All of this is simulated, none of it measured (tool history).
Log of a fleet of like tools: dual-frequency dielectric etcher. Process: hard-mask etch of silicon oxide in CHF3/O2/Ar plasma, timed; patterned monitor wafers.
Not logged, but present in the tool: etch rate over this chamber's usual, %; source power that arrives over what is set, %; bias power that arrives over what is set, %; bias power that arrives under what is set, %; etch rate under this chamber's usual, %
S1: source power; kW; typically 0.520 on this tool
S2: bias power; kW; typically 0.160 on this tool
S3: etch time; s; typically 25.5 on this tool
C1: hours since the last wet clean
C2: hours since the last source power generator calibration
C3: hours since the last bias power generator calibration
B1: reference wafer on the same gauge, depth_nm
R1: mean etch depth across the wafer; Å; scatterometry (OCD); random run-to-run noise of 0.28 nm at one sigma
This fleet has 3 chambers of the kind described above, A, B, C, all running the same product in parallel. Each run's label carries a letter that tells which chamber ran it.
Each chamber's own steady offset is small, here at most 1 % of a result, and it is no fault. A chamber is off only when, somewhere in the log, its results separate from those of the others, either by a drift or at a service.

Run 1C, hour 7.8: usual settings; C1 16.2; C2 3367.3; C3 33.4; B1 39.251. Result: R1 457.63 Å.
Run 2B, hour 17.9: usual settings; C1 38.0; C2 2316.0; C3 198.6; B1 39.254. Result: R1 463.40 Å.
Run 3A, hour 25.2: usual settings; C1 427.3; C2 534.3; C3 3968.6; B1 39.197. Result: R1 460.32 Å.
Run 4A, hour 32.9: usual settings; C1 435.0; C2 542.0; C3 3976.3; B1 39.177. Result: R1 460.95 Å.
Run 5B, hour 39.7: usual settings; C1 59.8; C2 2337.8; C3 220.4; B1 39.217. Result: R1 457.95 Å.
Run 6C, hour 46.7: usual settings; C1 55.1; C2 3406.2; C3 72.3; B1 39.193. Result: R1 458.83 Å.
Run 7C, hour 52.6: usual settings; C1 61.0; C2 3412.1; C3 78.2; B1 39.253. Result: R1 462.10 Å.
Run 8B, hour 59.6: usual settings; C1 79.7; C2 2357.7; C3 240.3; B1 39.216. Result: R1 466.06 Å.
Run 9A, hour 66.8: usual settings but S2 0.123 kW, S3 20.0 s; C1 468.9; C2 575.9; C3 4010.2; B1 39.205. Result: R1 332.83 Å.
Run 10C, hour 74.7: usual settings but S2 0.123 kW, S3 20.0 s; C1 83.1; C2 3434.2; C3 100.3; B1 39.217. Result: R1 329.25 Å.
Run 11B, hour 80.7: usual settings but S2 0.123 kW, S3 20.0 s; C1 100.8; C2 2378.8; C3 261.4; B1 39.171. Result: R1 334.91 Å.
Run 12A, hour 88.3: usual settings; C1 490.4; C2 597.4; C3 4031.7; B1 39.188. Result: R1 459.35 Å.
Run 13A, hour 95.0: usual settings; C1 497.1; C2 604.1; C3 4038.4; B1 39.185. Result: R1 458.77 Å.
Run 14B, hour 101.3: usual settings but S2 0.142 kW, S3 19.0 s; C1 121.4; C2 2399.4; C3 282.0; B1 39.218. Result: R1 334.10 Å.
Run 15C, hour 106.2: usual settings but S2 0.142 kW, S3 19.0 s; C1 114.6; C2 3465.7; C3 131.8; B1 39.165. Result: R1 330.55 Å.
Run 16A, hour 114.0: usual settings but S2 0.142 kW, S3 19.0 s; C1 516.1; C2 623.1; C3 4057.4; B1 39.196. Result: R1 328.88 Å.
At hour 119.7: chamber A: bias power generator calibrated.
Run 17C, hour 123.8: usual settings; C1 132.2; C2 3483.3; C3 149.4; B1 39.181. Result: R1 461.39 Å.
Run 18B, hour 132.0: usual settings; C1 152.1; C2 2430.1; C3 312.7; B1 39.161. Result: R1 465.01 Å.
Run 19B, hour 139.5: usual settings; C1 159.6; C2 2437.6; C3 320.2; B1 39.219. Result: R1 462.50 Å.
Run 20A, hour 144.7: usual settings; C1 546.8; C2 653.8; C3 25.1; B1 39.208. Result: R1 465.02 Å.
Run 21C, hour 150.8: usual settings; C1 159.2; C2 3510.3; C3 176.4; B1 39.220. Result: R1 463.58 Å.
Run 22C, hour 160.3: usual settings but S1 0.400 kW, S2 0.140 kW; C1 168.7; C2 3519.8; C3 185.9; B1 39.200. Result: R1 399.20 Å.
Run 23A, hour 168.4: usual settings but S1 0.400 kW, S2 0.140 kW; C1 570.5; C2 677.5; C3 48.8; B1 39.194. Result: R1 395.78 Å.
Run 24B, hour 174.1: usual settings but S1 0.400 kW, S2 0.140 kW; C1 194.2; C2 2472.2; C3 354.8; B1 39.233. Result: R1 398.49 Å.
Run 25A, hour 180.6: usual settings; C1 582.7; C2 689.7; C3 61.0; B1 39.183. Result: R1 458.38 Å.
Run 26C, hour 189.5: usual settings but S1 0.600 kW, S2 0.144 kW; C1 197.9; C2 3549.0; C3 215.1; B1 39.198. Result: R1 474.01 Å.
Run 27B, hour 194.5: usual settings but S1 0.600 kW, S2 0.144 kW; C1 214.6; C2 2492.6; C3 375.2; B1 39.222. Result: R1 473.74 Å.
Run 28A, hour 200.2: usual settings but S1 0.600 kW, S2 0.144 kW; C1 602.3; C2 709.3; C3 80.6; B1 39.212. Result: R1 464.48 Å.
Run 29C, hour 209.2: usual settings; C1 217.6; C2 3568.7; C3 234.8; B1 39.168. Result: R1 461.86 Å.
Run 30B, hour 215.5: usual settings; C1 235.6; C2 2513.6; C3 396.2; B1 39.204. Result: R1 465.85 Å.
Run 31B, hour 223.5: usual settings but S1 0.570 kW, S3 19.5 s; C1 243.6; C2 2521.6; C3 404.2; B1 39.147. Result: R1 365.14 Å.
Run 32A, hour 233.4: usual settings but S1 0.570 kW, S3 19.5 s; C1 635.5; C2 742.5; C3 113.8; B1 39.200. Result: R1 360.43 Å.
Run 33C, hour 242.5: usual settings but S1 0.570 kW, S3 19.5 s; C1 250.9; C2 3602.0; C3 268.1; B1 39.204. Result: R1 367.01 Å.
Run 34B, hour 251.6: usual settings but S2 0.127 kW; C1 271.7; C2 2549.7; C3 432.3; B1 39.171. Result: R1 432.22 Å.
Run 35C, hour 261.3: usual settings but S2 0.127 kW; C1 269.7; C2 3620.8; C3 286.9; B1 39.216. Result: R1 426.65 Å.
Run 36A, hour 268.2: usual settings but S2 0.127 kW; C1 670.3; C2 777.3; C3 148.6; B1 39.198. Result: R1 429.57 Å.
Run 37A, hour 274.1: usual settings; C1 676.2; C2 783.2; C3 154.5; B1 39.202. Result: R1 458.53 Å.
Run 38C, hour 281.5: usual settings; C1 289.9; C2 3641.0; C3 307.1; B1 39.151. Result: R1 456.19 Å.
Run 39B, hour 291.0: usual settings; C1 311.1; C2 2589.1; C3 471.7; B1 39.228. Result: R1 460.27 Å.
Run 40C, hour 299.4: usual settings; C1 307.8; C2 3658.9; C3 325.0; B1 39.192. Result: R1 456.57 Å.
Run 41B, hour 308.5: usual settings; C1 328.6; C2 2606.6; C3 489.2; B1 39.193. Result: R1 466.46 Å.
At hour 313.4: chamber A: wet clean of the chamber.
Run 42A, hour 315.1: usual settings; C1 1.8; C2 824.2; C3 195.5; B1 39.173. Result: R1 462.80 Å.
Run 43A, hour 325.2: usual settings; C1 11.9; C2 834.3; C3 205.6; B1 39.172. Result: R1 460.49 Å.

Decide between three cases: one chamber stands off from its peers, the gauge reading all wafers drifts, or nothing is wrong past each chamber's small offset. Where a chamber is off, say which and what most likely put it there.

Nothing is wrong: each chamber keeps only its own small, steady offset and the gauge holds still.
